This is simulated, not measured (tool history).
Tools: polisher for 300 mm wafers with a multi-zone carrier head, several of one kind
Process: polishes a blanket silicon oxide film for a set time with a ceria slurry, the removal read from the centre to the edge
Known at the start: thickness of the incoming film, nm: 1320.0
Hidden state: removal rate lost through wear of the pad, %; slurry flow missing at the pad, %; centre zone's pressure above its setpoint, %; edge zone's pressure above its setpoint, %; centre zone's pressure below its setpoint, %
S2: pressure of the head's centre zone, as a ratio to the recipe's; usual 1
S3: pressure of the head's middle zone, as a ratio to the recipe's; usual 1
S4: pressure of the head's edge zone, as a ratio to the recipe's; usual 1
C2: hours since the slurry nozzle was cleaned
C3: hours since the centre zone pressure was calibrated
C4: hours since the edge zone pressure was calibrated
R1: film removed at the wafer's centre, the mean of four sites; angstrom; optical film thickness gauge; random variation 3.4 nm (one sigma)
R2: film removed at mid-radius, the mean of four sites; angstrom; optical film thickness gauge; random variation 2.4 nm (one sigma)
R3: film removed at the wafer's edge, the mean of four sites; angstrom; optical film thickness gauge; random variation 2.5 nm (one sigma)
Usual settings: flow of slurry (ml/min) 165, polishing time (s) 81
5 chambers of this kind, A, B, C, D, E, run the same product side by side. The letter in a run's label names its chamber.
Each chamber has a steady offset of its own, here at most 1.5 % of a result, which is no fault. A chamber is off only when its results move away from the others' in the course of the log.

-- hour=3.4 chamber E: worn pad replaced by a new one
-- hour=4.6 chamber C: worn pad replaced by a new one
run 1C hour=7.7 | flow_of_slurry_(ml/min)=165 S2=1 S3=1 S4=1 polishing_time_(s)=81 | wafers_polished_on_this_pad=35 C2=130.7 C3=711.5 C4=760.6 | R1=3622.8 R2=3558 R3=3609.8
-- hour=18.7 chamber B: worn pad replaced by a new one
run 2A hour=19.2 | flow_of_slurry_(ml/min)=165 S2=1 S3=1 S4=1 polishing_time_(s)=81 | wafers_polished_on_this_pad=499 C2=285.5 C3=207.7 C4=915.6 | R1=3585.2 R2=3595.1 R3=3514.5
run 3D hour=26.4 | flow_of_slurry_(ml/min)=165 S2=1 S3=1 S4=1 polishing_time_(s)=81 | wafers_polished_on_this_pad=624 C2=314.8 C3=290.7 C4=428.2 | R1=3613.8 R2=3600.3 R3=3638.4
run 4E hour=37.6 | flow_of_slurry_(ml/min)=165 S2=1 S3=1 S4=1 polishing_time_(s)=81 | wafers_polished_on_this_pad=378 C2=223 C3=221.8 C4=156.1 | R1=3669.6 R2=3583.3 R3=3580.3
run 5B hour=44.6 | flow_of_slurry_(ml/min)=165 S2=1 S3=1 S4=1 polishing_time_(s)=81 | wafers_polished_on_this_pad=286 C2=230.1 C3=659.1 C4=406 | R1=3649.7 R2=3637 R3=3643.3
-- hour=56.2 chamber D: slurry nozzle cleaned
run 6A hour=56.4 | flow_of_slurry_(ml/min)=165 S2=1 S3=1 S4=1 polishing_time_(s)=81 | wafers_polished_on_this_pad=910 C2=322.7 C3=244.9 C4=952.8 | R1=3578.8 R2=3630.2 R3=3532
-- hour=57.7 chamber A: worn pad replaced by a new one
-- hour=58.4 chamber D: worn pad replaced by a new one
run 7D hour=66.2 | flow_of_slurry_(ml/min)=165 S2=1 S3=1 S4=1 polishing_time_(s)=81 | wafers_polished_on_this_pad=87 C2=10.1 C3=330.5 C4=468 | R1=3634.9 R2=3655 R3=3621.9
run 8B hour=79.5 | flow_of_slurry_(ml/min)=165 S2=1 S3=1 S4=1 polishing_time_(s)=81 | wafers_polished_on_this_pad=672 C2=265 C3=694 C4=440.9 | R1=3625 R2=3599.9 R3=3597.7
-- hour=84.3 chamber C: centre zone pressure recalibrated
run 9E hour=87.1 | flow_of_slurry_(ml/min)=165 S2=1 S3=1 S4=1 polishing_time_(s)=81 | wafers_polished_on_this_pad=926 C2=272.5 C3=271.3 C4=205.6 | R1=3623.4 R2=3582.5 R3=3576.8
run 10C hour=96.3 | flow_of_slurry_(ml/min)=165 S2=1 S3=1 S4=1 polishing_time_(s)=81 | wafers_polished_on_this_pad=1015 C2=219.3 C3=12.1 C4=849.2 | R1=3539.4 R2=3603.1 R3=3657.8
run 11B hour=110.4 | flow_of_slurry_(ml/min)=165 S2=1 S3=1 S4=1 polishing_time_(s)=81 | wafers_polished_on_this_pad=1014 C2=295.9 C3=724.9 C4=471.8 | R1=3641.8 R2=3649.8 R3=3629
-- hour=113.8 chamber B: worn pad replaced by a new one
-- hour=119.1 chamber E: worn pad replaced by a new one
run 12A hour=121 | flow_of_slurry_(ml/min)=165 S2=1 S3=1 S4=1 polishing_time_(s)=81 | wafers_polished_on_this_pad=700 C2=387.3 C3=309.5 C4=1017.4 | R1=3659 R2=3576.1 R3=3537.3
run 13C hour=130.5 | flow_of_slurry_(ml/min)=165 S2=1 S3=1 S4=1 polishing_time_(s)=81 | wafers_polished_on_this_pad=1393 C2=253.5 C3=46.3 C4=883.4 | R1=3554.4 R2=3549.3 R3=3585.9
-- hour=132.9 chamber D: worn pad replaced by a new one
-- hour=133.9 chamber C: worn pad replaced by a new one
-- hour=136.6 chamber E: slurry nozzle cleaned
-- hour=138.9 chamber A: worn pad replaced by a new one
run 14E hour=140.1 | flow_of_slurry_(ml/min)=165 S2=1 S3=1 S4=1 polishing_time_(s)=81 | wafers_polished_on_this_pad=232 C2=3.5 C3=324.3 C4=258.6 | R1=3594.3 R2=3574.8 R3=3591.7
-- hour=154.2 chamber B: centre zone pressure recalibrated
run 15D hour=154.2 | flow_of_slurry_(ml/min)=165 S2=1 S3=0.91 S4=1 polishing_time_(s)=95 | wafers_polished_on_this_pad=235 C2=98.1 C3=418.5 C4=556 | R1=4234.1 R2=3943.1 R3=4252.5
run 16E hour=165.7 | flow_of_slurry_(ml/min)=165 S2=1 S3=0.91 S4=1 polishing_time_(s)=95 | wafers_polished_on_this_pad=515 C2=29.1 C3=349.9 C4=284.2 | R1=4277.9 R2=3847.5 R3=4185.7
run 17B hour=172.2 | flow_of_slurry_(ml/min)=165 S2=1 S3=0.91 S4=1 polishing_time_(s)=95 | wafers_polished_on_this_pad=646 C2=357.7 C3=18 C4=533.6 | R1=4002.7 R2=3923 R3=4197.1
run 18D hour=184.9 | flow_of_slurry_(ml/min)=165 S2=1 S3=0.91 S4=1 polishing_time_(s)=95 | wafers_polished_on_this_pad=575 C2=128.8 C3=449.2 C4=586.7 | R1=4184.8 R2=3870.2 R3=4260
run 19A hour=195.1 | flow_of_slurry_(ml/min)=165 S2=1 S3=0.91 S4=1 polishing_time_(s)=95 | wafers_polished_on_this_pad=621 C2=461.4 C3=383.6 C4=1091.5 | R1=4251 R2=3841.1 R3=4221.5
-- hour=200.3 chamber B: worn pad replaced by a new one
run 20C hour=201.9 | flow_of_slurry_(ml/min)=165 S2=1 S3=1 S4=1 polishing_time_(s)=81 | wafers_polished_on_this_pad=753 C2=324.9 C3=117.7 C4=954.8 | R1=3566.4 R2=3569 R3=3609.5
-- hour=207.6 chamber D: worn pad replaced by a new one
run 21C hour=213 | flow_of_slurry_(ml/min)=165 S2=1 S3=1 S4=1 polishing_time_(s)=81 | wafers_polished_on_this_pad=876 C2=336 C3=128.8 C4=965.9 | R1=3647.8 R2=3529.2 R3=3593.6
run 22B hour=220.8 | flow_of_slurry_(ml/min)=165 S2=1 S3=1 S4=1 polishing_time_(s)=81 | wafers_polished_on_this_pad=227 C2=406.3 C3=66.6 C4=582.2 | R1=3302.8 R2=3637.6 R3=3632.8
-- hour=222 chamber A: worn pad replaced by a new one
run 23E hour=233.1 | flow_of_slurry_(ml/min)=165 S2=1 S3=1 S4=1 polishing_time_(s)=81 | wafers_polished_on_this_pad=1261 C2=96.5 C3=417.3 C4=351.6 | R1=3623.7 R2=3582.9 R3=3549.2
run 24A hour=241.7 | flow_of_slurry_(ml/min)=165 S2=1 S3=1 S4=1 polishing_time_(s)=81 | wafers_polished_on_this_pad=218 C2=508 C3=430.2 C4=1138.1 | R1=3596.5 R2=3579 R3=3561
-- hour=243.5 chamber C: worn pad replaced by a new one
-- hour=245 chamber E: worn pad replaced by a new one
-- hour=249.9 chamber A: centre zone pressure recalibrated
run 25D hour=250.1 | flow_of_slurry_(ml/min)=165 S2=1.05 S3=1.06 S4=1 polishing_time_(s)=81 | wafers_polished_on_this_pad=470 C2=194 C3=514.4 C4=651.9 | R1=3799.5 R2=3799.9 R3=3617.5
run 26D hour=259.6 | flow_of_slurry_(ml/min)=165 S2=1.05 S3=1.06 S4=1 polishing_time_(s)=81 | wafers_polished_on_this_pad=575 C2=203.5 C3=523.9 C4=661.4 | R1=3751.8 R2=3794.3 R3=3589.5
run 27A hour=266.1 | flow_of_slurry_(ml/min)=165 S2=1.05 S3=1.06 S4=1 polishing_time_(s)=81 | wafers_polished_on_this_pad=488 C2=532.4 C3=16.2 C4=1162.5 | R1=3789.2 R2=3786.7 R3=3592.6
-- hour=271.6 chamber B: slurry nozzle cleaned
run 28E hour=273.1 | flow_of_slurry_(ml/min)=165 S2=1.05 S3=1.06 S4=1 polishing_time_(s)=81 | wafers_polished_on_this_pad=311 C2=136.5 C3=457.3 C4=391.6 | R1=3801.3 R2=3800.9 R3=3563.3
-- hour=277.1 chamber C: slurry nozzle cleaned
-- hour=277.2 chamber B: worn pad replaced by a new one
run 29B hour=287.3 | flow_of_slurry_(ml/min)=165 S2=1.05 S3=1.06 S4=1 polishing_time_(s)=81 | wafers_polished_on_this_pad=112 C2=15.7 C3=133.1 C4=648.7 | R1=3515 R2=3815.7 R3=3582.2
-- hour=288.8 chamber D: worn pad replaced by a new one
run 30C hour=295.6 | flow_of_slurry_(ml/min)=165 S2=1 S3=1 S4=1 polishing_time_(s)=81 | wafers_polished_on_this_pad=577 C2=18.6 C3=211.4 C4=1048.5 | R1=3602.1 R2=3563.2 R3=3598.4
run 31A hour=309.6 | flow_of_slurry_(ml/min)=165 S2=1.08 S3=1 S4=0.91 polishing_time_(s)=81 | wafers_polished_on_this_pad=969 C2=575.9 C3=59.7 C4=1206 | R1=3869 R2=3586.4 R3=3396.1
run 32C hour=316 | flow_of_slurry_(ml/min)=165 S2=1.08 S3=1 S4=0.91 polishing_time_(s)=81 | wafers_polished_on_this_pad=802 C2=39 C3=231.8 C4=1068.9 | R1=3896 R2=3593.9 R3=3411.1
run 33E hour=327.5 | flow_of_slurry_(ml/min)=165 S2=1.08 S3=1 S4=0.91 polishing_time_(s)=81 | wafers_polished_on_this_pad=913 C2=190.9 C3=511.7 C4=446 | R1=3938 R2=3586.3 R3=3442.9
run 34D hour=339.9 | flow_of_slurry_(ml/min)=165 S2=1.08 S3=1 S4=0.91 polishing_time_(s)=81 | wafers_polished_on_this_pad=565 C2=283.8 C3=604.2 C4=741.7 | R1=3866.2 R2=3631.9 R3=3447.7
-- hour=346.5 chamber C: worn pad replaced by a new one
-- hour=347.1 chamber D: slurry nozzle cleaned
run 35B hour=349.7 | flow_of_slurry_(ml/min)=165 S2=1.08 S3=1 S4=0.91 polishing_time_(s)=81 | wafers_polished_on_this_pad=803 C2=78.1 C3=195.5 C4=711.1 | R1=3580.5 R2=3654.2 R3=3427.1
-- hour=351.8 chamber B: worn pad replaced by a new one
run 36C hour=363.9 | flow_of_slurry_(ml/min)=165 S2=1 S3=1 S4=1 polishing_time_(s)=81 | wafers_polished_on_this_pad=193 C2=86.9 C3=279.7 C4=1116.8 | R1=3616.3 R2=3572.2 R3=3621.4
-- hour=364.8 chamber D: worn pad replaced by a new one
-- hour=373.2 chamber E: worn pad replaced by a new one
run 37B hour=375.3 | flow_of_slurry_(ml/min)=215 S2=1 S3=1 S4=1.04 polishing_time_(s)=81 | wafers_polished_on_this_pad=260 C2=103.7 C3=221.1 C4=736.7 | R1=3409.4 R2=3767.1 R3=3798.4
run 38E hour=384.2 | flow_of_slurry_(ml/min)=215 S2=1 S3=1 S4=1.04 polishing_time_(s)=81 | wafers_polished_on_this_pad=122 C2=247.6 C3=568.4 C4=502.7 | R1=3771.1 R2=3730.1 R3=3793
run 39D hour=396.5 | flow_of_slurry_(ml/min)=215 S2=1 S3=1 S4=1.04 polishing_time_(s)=81 | wafers_polished_on_this_pad=351 C2=49.5 C3=660.8 C4=798.3 | R1=3796.2 R2=3769.7 R3=3785.9

Next, every chamber runs the same settings. What will each give?
run 40A hour=406.9 | flow_of_slurry_(ml/min)=165 S2=1 S3=1 S4=0.96 polishing_time_(s)=81 | R1=? R2=? R3=?
run 40B hour=406.9 | flow_of_slurry_(ml/min)=165 S2=1 S3=1 S4=0.96 polishing_time_(s)=81 | R1=? R2=? R3=?
run 40C hour=406.9 | flow_of_slurry_(ml/min)=165 S2=1 S3=1 S4=0.96 polishing_time_(s)=81 | R1=? R2=? R3=?
run 40D hour=406.9 | flow_of_slurry_(ml/min)=165 S2=1 S3=1 S4=0.96 polishing_time_(s)=81 | R1=? R2=? R3=?
run 40E hour=406.9 | flow_of_slurry_(ml/min)=165 S2=1 S3=1 S4=0.96 polishing_time_(s)=81 | R1=? R2=? R3=?

run=40A R1=3570.1 R2=3596 R3=3481.2
run=40B R1=3308.6 R2=3608.2 R3=3556.9
run=40C R1=3522.6 R2=3608.9 R3=3513.1
run=40D R1=3643.2 R2=3640.2 R3=3541.1
run=40E R1=3619.9 R2=3606.5 R3=3481.5

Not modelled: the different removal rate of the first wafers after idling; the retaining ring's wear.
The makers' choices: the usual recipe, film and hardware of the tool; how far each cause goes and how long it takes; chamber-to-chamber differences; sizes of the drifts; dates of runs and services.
